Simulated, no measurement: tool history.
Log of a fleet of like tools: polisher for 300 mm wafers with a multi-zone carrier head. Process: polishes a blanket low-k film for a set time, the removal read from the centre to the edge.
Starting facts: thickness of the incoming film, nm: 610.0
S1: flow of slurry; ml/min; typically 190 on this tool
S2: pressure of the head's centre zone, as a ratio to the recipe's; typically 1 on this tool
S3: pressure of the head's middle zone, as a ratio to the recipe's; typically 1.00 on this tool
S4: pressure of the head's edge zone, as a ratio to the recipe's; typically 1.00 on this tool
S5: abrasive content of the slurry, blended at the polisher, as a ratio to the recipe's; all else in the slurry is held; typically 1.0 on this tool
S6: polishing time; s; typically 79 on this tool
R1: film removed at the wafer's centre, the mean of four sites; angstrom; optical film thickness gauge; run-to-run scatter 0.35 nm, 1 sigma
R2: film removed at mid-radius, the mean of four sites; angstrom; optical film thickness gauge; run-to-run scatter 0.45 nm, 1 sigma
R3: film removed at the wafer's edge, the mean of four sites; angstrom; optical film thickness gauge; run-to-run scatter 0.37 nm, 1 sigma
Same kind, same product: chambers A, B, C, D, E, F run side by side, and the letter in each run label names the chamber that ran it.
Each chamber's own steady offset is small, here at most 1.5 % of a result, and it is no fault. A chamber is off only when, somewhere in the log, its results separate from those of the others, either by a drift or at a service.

run   hour   S1  S2    S3    S4   S5  S6      R1      R2      R3
 1B    8.4  190   1  1.00  1.00  1.0  79  370.03  374.23  378.22
 2E   17.1  190   1  1.00  1.00  1.0  79  377.28  379.05  371.48
      19.8  -- chamber D: worn pad replaced by a new one
 3D   23.4  190   1  1.00  1.00  1.0  79  372.23  379.11  376.45
 4A   32.4  190   1  1.00  1.00  1.0  79  376.23  375.77  372.48
      36.8  -- chamber A: worn pad replaced by a new one
 5F   38.2  190   1  1.00  1.00  1.0  79  376.09  378.34  372.66
 6C   45.4  190   1  1.00  1.00  1.0  79  377.92  379.88  370.20
 7B   56.9  190   1  1.00  1.00  1.0  79  379.65  373.90  373.00
      60.1  -- chamber F: worn pad replaced by a new one
      60.3  -- chamber E: worn pad replaced by a new one
      61.6  -- chamber B: centre zone pressure recalibrated
      64.4  -- chamber C: worn pad replaced by a new one
 8A   68.7  190   1  1.00  1.00  1.0  79  374.40  376.89  373.24
 9E   80.5  190   1  1.00  1.00  0.8  79  338.56  340.47  332.51
      80.7  -- chamber B: worn pad replaced by a new one
10C   90.1  190   1  1.00  1.00  0.8  79  331.84  339.10  337.10
      93.4  -- chamber D: worn pad replaced by a new one
11D  101.2  190   1  1.00  1.00  0.8  79  333.23  330.56  339.98
     102.9  -- chamber A: worn pad replaced by a new one
12F  109.8  190   1  1.00  1.00  0.8  79  338.13  335.63  339.24
13C  121.1  190   1  1.00  1.00  0.8  79  337.47  333.99  338.05
     126.6  -- chamber E: worn pad replaced by a new one
14D  132.6  190   1  1.00  1.00  0.8  79  338.72  327.49  332.25
     134.6  -- chamber B: edge zone pressure recalibrated
15B  140.3  190   1  1.00  1.00  1.0  79  375.33  369.66  369.93
     140.4  -- chamber F: worn pad replaced by a new one
16E  147.3  190   1  1.00  1.00  1.0  79  378.49  366.52  374.08
     157.4  -- chamber F: centre zone pressure recalibrated
17A  158.2  190   1  1.00  1.00  1.0  79  373.47  378.06  378.47
     159.5  -- chamber A: slurry nozzle cleaned
     164.3  -- chamber D: worn pad replaced by a new one
18F  168.3  190   1  1.00  1.09  1.0  70  337.19  328.22  346.67
     172.2  -- chamber D: slurry nozzle cleaned
     175.9  -- chamber E: edge zone pressure recalibrated
     176.8  -- chamber A: worn pad replaced by a new one
19B  176.8  190   1  1.00  1.09  1.0  70  334.23  330.46  345.67
     178.4  -- chamber F: slurry nozzle cleaned
     180.4  -- chamber B: worn pad replaced by a new one
20C  187.9  190   1  1.00  1.09  1.0  70  337.29  331.33  346.41
     188.4  -- chamber E: worn pad replaced by a new one
     192.7  -- chamber C: worn pad replaced by a new one
21D  196.5  190   1  1.00  1.09  1.0  70  332.84  338.00  353.05
22F  204.8  190   1  1.00  1.09  1.0  70  334.84  336.68  344.80
     207.8  -- chamber A: edge zone pressure recalibrated
     215.5  -- chamber F: worn pad replaced by a new one
23E  215.5  190   1  1.00  1.09  1.0  70  333.61  330.70  347.25
24A  225.7  190   1  0.91  1.00  1.0  67  318.41  293.05  322.22
25B  231.6  190   1  0.91  1.00  1.0  67  319.05  287.74  325.19
26C  243.1  190   1  0.91  1.00  1.0  67  321.28  297.60  310.56
     251.4  -- chamber D: worn pad replaced by a new one
     252.6  -- chamber A: worn pad replaced by a new one
27A  254.9  190   1  0.91  1.00  1.0  67  320.74  292.70  320.86
     263.6  -- chamber B: worn pad replaced by a new one
28D  263.6  190   1  0.91  1.00  1.0  67  317.43  286.62  315.47
     266.1  -- chamber E: worn pad replaced by a new one
29E  269.0  190   1  0.91  1.00  1.0  67  312.73  295.61  313.96
     275.3  -- chamber F: worn pad replaced by a new one
30F  279.0  190   1  1.00  1.00  1.0  79  378.87  374.78  377.28
31D  285.8  190   1  1.00  1.00  1.0  79  376.33  369.63  376.12
32A  295.9  190   1  1.00  1.00  1.0  79  375.78  383.11  385.46
33B  307.2  190   1  1.00  1.00  1.0  79  370.18  367.71  378.45
34C  316.7  160   1  0.90  1.00  1.0  79  374.30  322.66  366.79
35E  322.0  160   1  0.90  1.00  1.0  79  362.83  333.68  365.84
     330.1  -- chamber E: slurry nozzle cleaned
36F  333.2  160   1  0.90  1.00  1.0  79  368.41  330.36  366.30
     333.4  -- chamber E: worn pad replaced by a new one
37F  345.0  160   1  0.90  1.00  1.0  79  362.20  324.95  365.29
38E  351.5  160   1  0.90  1.00  1.0  79  362.19  329.17  369.11

Which is it: a chamber that has drifted or been left off by a service, a gauge drift common to all chambers, or only each chamber's usual small offset? If a chamber is off, name it and its likeliest cause.

Nothing is wrong: each chamber keeps only its own small, steady offset and the gauge holds still.
